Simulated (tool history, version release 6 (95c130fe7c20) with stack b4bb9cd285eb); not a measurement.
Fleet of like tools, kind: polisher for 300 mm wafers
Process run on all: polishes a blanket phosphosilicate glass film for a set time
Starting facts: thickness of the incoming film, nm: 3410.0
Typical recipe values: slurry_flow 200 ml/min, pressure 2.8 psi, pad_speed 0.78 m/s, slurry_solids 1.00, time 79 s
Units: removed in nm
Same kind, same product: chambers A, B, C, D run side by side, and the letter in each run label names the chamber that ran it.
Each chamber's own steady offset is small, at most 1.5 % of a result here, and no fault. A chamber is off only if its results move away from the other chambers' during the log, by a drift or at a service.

| run | hour | slurry_flow | pressure | pad_speed | slurry_solids | time | removed |
|---|---|---|---|---|---|---|---|
| 1A | 9.5 | 200 | 2.8 | 0.78 | 1.00 | 79 | 438.69 |
| 2B | 14.4 | 200 | 2.8 | 0.78 | 1.00 | 79 | 430.21 |
|  | 16.0 | chamber B: worn pad replaced by a new one |
| 3C | 23.9 | 200 | 2.8 | 0.78 | 1.00 | 79 | 440.38 |
| 4D | 31.0 | 200 | 2.8 | 0.78 | 1.00 | 79 | 438.73 |
|  | 35.4 | chamber B: conditioning disc replaced and pad reconditioned |
|  | 36.3 | chamber A: slurry blender recalibrated |
| 5D | 40.4 | 200 | 2.8 | 0.78 | 1.00 | 79 | 432.93 |
|  | 44.1 | chamber C: worn pad replaced by a new one |
| 6C | 47.7 | 200 | 2.8 | 0.78 | 1.00 | 79 | 432.60 |
|  | 53.2 | chamber D: worn pad replaced by a new one |
|  | 56.0 | chamber C: slurry blender recalibrated |
| 7B | 57.5 | 200 | 2.8 | 0.78 | 1.00 | 79 | 433.88 |
| 8A | 67.2 | 200 | 2.8 | 0.78 | 1.00 | 79 | 428.93 |
| 9D | 72.0 | 200 | 2.8 | 0.78 | 1.00 | 79 | 436.62 |
| 10A | 78.4 | 200 | 2.8 | 0.78 | 1.00 | 79 | 427.78 |
| 11B | 88.5 | 200 | 2.8 | 0.78 | 1.00 | 79 | 438.46 |
| 12C | 94.2 | 200 | 2.8 | 0.78 | 1.00 | 79 | 427.06 |
|  | 100.5 | chamber B: slurry blender recalibrated |
| 13B | 101.0 | 200 | 2.8 | 0.78 | 1.00 | 79 | 441.28 |
| 14D | 109.4 | 200 | 2.8 | 0.78 | 1.00 | 79 | 429.80 |
|  | 115.0 | chamber C: slurry nozzle cleaned |
| 15C | 115.0 | 200 | 2.8 | 0.78 | 1.00 | 79 | 431.11 |
|  | 115.4 | chamber B: slurry nozzle cleaned |
|  | 117.5 | chamber D: worn pad replaced by a new one |
|  | 120.2 | chamber D: slurry blender recalibrated |
| 16A | 120.4 | 200 | 2.8 | 0.78 | 1.00 | 79 | 433.70 |
|  | 121.4 | chamber B: worn pad replaced by a new one |
|  | 122.4 | chamber A: worn pad replaced by a new one |
| 17A | 126.2 | 200 | 2.8 | 0.78 | 1.00 | 79 | 436.21 |
| 18B | 133.2 | 200 | 2.8 | 0.78 | 1.00 | 79 | 432.75 |
| 19C | 142.5 | 200 | 1.9 | 0.78 | 0.85 | 79 | 274.56 |
| 20D | 147.5 | 200 | 1.9 | 0.78 | 0.85 | 79 | 264.96 |
| 21B | 154.8 | 200 | 1.9 | 0.78 | 0.85 | 79 | 272.18 |
| 22A | 162.4 | 200 | 1.9 | 0.78 | 0.85 | 79 | 272.72 |
| 23D | 167.6 | 200 | 2.8 | 0.78 | 1.00 | 79 | 433.72 |
| 24C | 177.5 | 200 | 2.8 | 0.78 | 0.70 | 79 | 360.89 |
|  | 179.7 | chamber D: worn pad replaced by a new one |
|  | 180.0 | chamber C: worn pad replaced by a new one |
|  | 182.4 | chamber B: conditioning disc replaced and pad reconditioned |
| 25A | 186.9 | 200 | 2.8 | 0.78 | 0.70 | 79 | 357.14 |
| 26C | 192.3 | 200 | 2.8 | 0.78 | 0.70 | 79 | 368.12 |
| 27D | 198.0 | 200 | 2.8 | 0.78 | 0.70 | 79 | 359.76 |
|  | 199.5 | chamber A: slurry blender recalibrated |
| 28B | 204.3 | 200 | 2.8 | 0.78 | 1.00 | 79 | 432.69 |
| 29A | 208.8 | 200 | 2.8 | 0.78 | 1.00 | 79 | 429.61 |
| 30C | 216.2 | 200 | 2.8 | 0.78 | 1.00 | 79 | 430.80 |
| 31B | 224.0 | 200 | 2.8 | 1.04 | 1.00 | 79 | 555.48 |
| 32D | 228.6 | 200 | 2.8 | 1.04 | 1.00 | 79 | 547.50 |
|  | 237.1 | chamber B: worn pad replaced by a new one |
| 33D | 238.4 | 200 | 2.8 | 1.04 | 1.00 | 79 | 546.34 |
| 34A | 244.6 | 200 | 2.8 | 1.04 | 1.00 | 79 | 542.00 |
| 35B | 249.1 | 200 | 2.8 | 0.78 | 1.00 | 79 | 439.16 |
| 36C | 259.4 | 200 | 2.8 | 0.78 | 1.00 | 79 | 429.88 |
|  | 264.4 | chamber C: conditioning disc replaced and pad reconditioned |
| 37C | 269.5 | 200 | 2.8 | 0.78 | 1.00 | 79 | 434.67 |

For the next run the whole fleet of 4 chambers uses the same settings. Give each chamber's results:
| 38A | 276.8 | 200 | 2.8 | 0.78 | 1.00 | 79 | ? |
| 38B | 276.8 | 200 | 2.8 | 0.78 | 1.00 | 79 | ? |
| 38C | 276.8 | 200 | 2.8 | 0.78 | 1.00 | 79 | ? |
| 38D | 276.8 | 200 | 2.8 | 0.78 | 1.00 | 79 | ? |

| run | removed |
|---|---|
| 38A | 432.43 |
| 38B | 436.52 |
| 38C | 434.78 |
| 38D | 427.18 |
